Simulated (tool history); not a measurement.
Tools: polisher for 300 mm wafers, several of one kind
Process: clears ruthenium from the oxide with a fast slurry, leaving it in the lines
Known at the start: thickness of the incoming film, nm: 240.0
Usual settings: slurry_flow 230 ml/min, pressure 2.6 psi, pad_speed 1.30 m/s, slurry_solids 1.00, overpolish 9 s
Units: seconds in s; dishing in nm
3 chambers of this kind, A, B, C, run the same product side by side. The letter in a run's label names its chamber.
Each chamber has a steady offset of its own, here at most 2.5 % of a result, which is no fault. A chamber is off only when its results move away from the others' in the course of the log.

run,day,slurry_flow,pressure,pad_speed,slurry_solids,overpolish,seconds,dishing
1C,0.312,230,2.6,1.30,1.00,9,58.524,25.923
2B,0.658,230,2.6,1.30,1.00,9,58.481,25.773
3A,0.958,230,2.6,1.30,1.00,9,58.320,26.349
4C,1.208,230,2.6,1.30,1.00,9,57.813,26.030
5A,1.604,230,2.6,1.30,1.00,9,59.592,26.978
# day 1.629: chamber C: worn pad replaced by a new one
# day 1.775: chamber B: worn pad replaced by a new one
6B,1.792,230,2.6,1.30,1.00,9,57.914,27.020
# day 1.954: chamber A: worn pad replaced by a new one
7C,2.171,230,2.6,1.04,1.15,9,72.472,22.009
8A,2.471,230,2.6,1.04,1.15,9,66.674,23.870
# day 2.879: chamber C: head pressure recalibrated
9B,2.879,230,2.6,1.04,1.15,9,67.468,23.843
# day 3.071: chamber C: worn pad replaced by a new one
10B,3.121,230,2.6,1.30,1.00,9,60.079,25.510
11C,3.321,230,2.6,1.30,1.00,9,59.363,25.067
12A,3.550,230,2.6,1.30,1.00,9,58.826,27.492
# day 3.671: chamber C: slurry nozzle cleaned
13C,3.900,230,2.6,1.30,1.00,9,64.152,25.283
# day 3.950: chamber A: slurry nozzle cleaned
14B,4.088,230,2.6,1.30,1.00,9,58.871,26.422
# day 4.342: chamber A: slurry blender recalibrated
15A,4.458,230,2.6,1.30,1.00,9,58.735,27.273
# day 4.508: chamber C: worn pad replaced by a new one
# day 4.712: chamber B: worn pad replaced by a new one
16C,4.833,230,2.6,1.30,1.00,9,61.771,24.817
17B,5.196,195,2.6,1.30,0.80,9,65.928,23.625
# day 5.229: chamber A: worn pad replaced by a new one
18A,5.425,195,2.6,1.30,0.80,9,67.329,24.919
19B,5.625,195,2.6,1.30,0.80,9,66.150,23.004
20C,5.821,230,2.6,1.30,1.00,9,67.970,23.866
# day 6.146: chamber C: worn pad replaced by a new one
21A,6.225,230,2.6,1.30,1.00,9,58.473,27.362
22C,6.575,230,2.6,1.30,1.00,9,68.982,23.472
23B,6.808,230,2.6,1.30,1.00,9,57.654,25.685

Is one chamber off against the others, does the gauge drift, or is nothing wrong? If a chamber is off, say which, and what the likeliest cause is.

Chamber C drifts away from the others.
Cause: abrasive missing from the slurry, % = 32.1.

Here are 4 candidates for chamber C's next run, each the usual settings with a change, their results left as question marks. Which one brings its results back in line with what the others give on the usual settings?
In line means no further than this from the other chambers' mean on the usual settings: seconds 3.600 s; dishing 2.200 nm
24C-1,7.108,230,2.8,1.40,1.05,9,?,?
24C-2,7.108,230,2.7,1.34,1.00,9,?,?
24C-3,7.108,230,2.4,1.20,0.95,9,?,?
24C-4,7.108,230,2.5,1.26,1.00,9,?,?

The other chambers' mean on the usual settings: seconds 58.979 s; dishing 26.484 nm
run,seconds,dishing
24C-1,58.190,26.033
24C-2,64.689,23.948
24C-3,83.459,19.430
24C-4,74.233,21.419
24C-1 brings the chamber back in line.
